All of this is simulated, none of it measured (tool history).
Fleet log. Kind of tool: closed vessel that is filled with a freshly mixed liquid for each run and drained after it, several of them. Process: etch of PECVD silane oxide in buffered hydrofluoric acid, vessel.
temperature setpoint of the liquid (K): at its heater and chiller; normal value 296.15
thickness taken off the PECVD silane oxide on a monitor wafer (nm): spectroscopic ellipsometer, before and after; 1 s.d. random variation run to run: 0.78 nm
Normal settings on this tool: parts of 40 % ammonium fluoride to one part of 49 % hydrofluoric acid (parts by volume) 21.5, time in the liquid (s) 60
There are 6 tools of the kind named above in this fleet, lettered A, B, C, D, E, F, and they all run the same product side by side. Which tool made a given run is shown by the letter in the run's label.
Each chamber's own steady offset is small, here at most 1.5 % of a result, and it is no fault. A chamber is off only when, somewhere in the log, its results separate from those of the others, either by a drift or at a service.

run	day	temperature setpoint of the liquid (K)	parts of 40 % ammonium fluoride to one part of 49 % hydrofluoric acid (parts by volume)	time in the liquid (s)	read-back film thickness of the PECVD silane oxide reference wafer, read on the same gauge (nm)	thickness taken off the PECVD silane oxide on a monitor wafer (nm)
# day 0.088: chamber A: thermometer replaced
1F	0.362	296.15	21.5	60	49.992	112.180
2B	0.792	296.15	21.5	60	49.985	110.710
# day 1.092: chamber F: thermometer replaced
3D	1.188	296.15	21.5	60	50.002	110.480
4A	1.454	296.15	21.5	60	49.982	109.940
5E	1.762	296.15	21.5	60	50.008	110.930
6C	1.967	296.15	21.5	60	50.036	107.620
7C	2.271	296.15	21.5	60	50.002	110.050
8A	2.692	296.15	21.5	60	49.981	110.190
9E	2.938	296.15	21.5	60	49.989	110.160
10F	3.158	296.15	21.5	60	50.012	113.320
11B	3.600	296.15	21.5	50	50.043	91.218
12D	3.921	296.15	21.5	50	49.987	92.173
# day 4.042: chamber C: hydrofluoric acid flow meter replaced
13F	4.262	296.15	21.5	50	50.027	94.886
14B	4.483	296.15	21.5	50	49.983	92.738
15C	4.783	296.15	21.5	50	50.005	92.118
16A	5.192	296.15	21.5	50	50.021	91.649
# day 5.233: chamber D: hydrofluoric acid flow meter replaced
17E	5.425	296.15	21.5	60	49.967	110.740
18D	5.808	296.15	21.5	60	49.959	107.820
19C	6.242	296.15	13.5	90	50.038	254.020
20B	6.658	296.15	13.5	90	49.968	257.590
21E	7.083	296.15	13.5	90	50.013	255.040
22D	7.500	296.15	13.5	90	49.976	249.230
23F	7.721	296.15	13.5	90	49.977	264.340
24A	8.154	296.15	13.5	90	50.025	253.360
25E	8.483	298.15	29.5	60	50.002	98.999
26A	8.917	298.15	29.5	60	49.984	98.991
27D	9.388	298.15	29.5	60	50.034	93.736
28F	9.833	298.15	29.5	60	49.996	101.280
29C	10.146	298.15	29.5	60	50.038	99.976
# day 10.354: chamber E: hydrofluoric acid flow meter replaced
30B	10.608	298.15	29.5	60	49.982	100.650
31A	11.000	296.15	21.5	60	50.012	110.940
# day 11.246: chamber F: hydrofluoric acid flow meter replaced
32F	11.288	296.15	29.5	75	50.016	110.340
33D	11.675	296.15	29.5	75	49.981	102.020
34C	11.883	296.15	29.5	75	49.991	109.970
35E	12.208	296.15	29.5	75	50.001	111.130
36B	12.650	296.15	29.5	75	50.001	111.330
37D	13.062	296.15	29.5	75	49.971	100.900
38A	13.354	296.15	21.5	60	49.999	109.770
39C	13.567	296.15	21.5	60	50.020	110.740
40E	13.796	296.15	21.5	60	50.014	109.350
41F	14.242	296.15	21.5	60	50.023	111.050
42B	14.450	296.15	21.5	60	50.004	111.900

Is one chamber off against the others, does the gauge drift, or is nothing wrong? If a chamber is off, say which, and what the likeliest cause is.

One chamber, D, drifts off from the rest bit by bit.
Most likely cause: liquid colder than its thermometer reads (K) = 1.83.

Which of the 4 candidates below, each the usual settings with something changed and its results left as question marks, puts chamber D back in line with what the other chambers give on the usual settings?
To be in line, a result may differ from the other chambers' mean on the usual settings by at most: thickness taken off the PECVD silane oxide on a monitor wafer (nm) 2.700
43D-1	14.788	296.15	23.0	60		?
43D-2	14.788	296.15	21.0	65		?
43D-3	14.788	295.15	23.0	60		?
43D-4	14.788	296.15	20.0	60		?

Average result of the remaining chambers running the usual settings: thickness taken off the PECVD silane oxide on a monitor wafer (nm) 110.470
run	thickness taken off the PECVD silane oxide on a monitor wafer (nm)
43D-1	94.975
43D-2	109.660
43D-3	89.804
43D-4	104.770
43D-2 brings the chamber back in line.

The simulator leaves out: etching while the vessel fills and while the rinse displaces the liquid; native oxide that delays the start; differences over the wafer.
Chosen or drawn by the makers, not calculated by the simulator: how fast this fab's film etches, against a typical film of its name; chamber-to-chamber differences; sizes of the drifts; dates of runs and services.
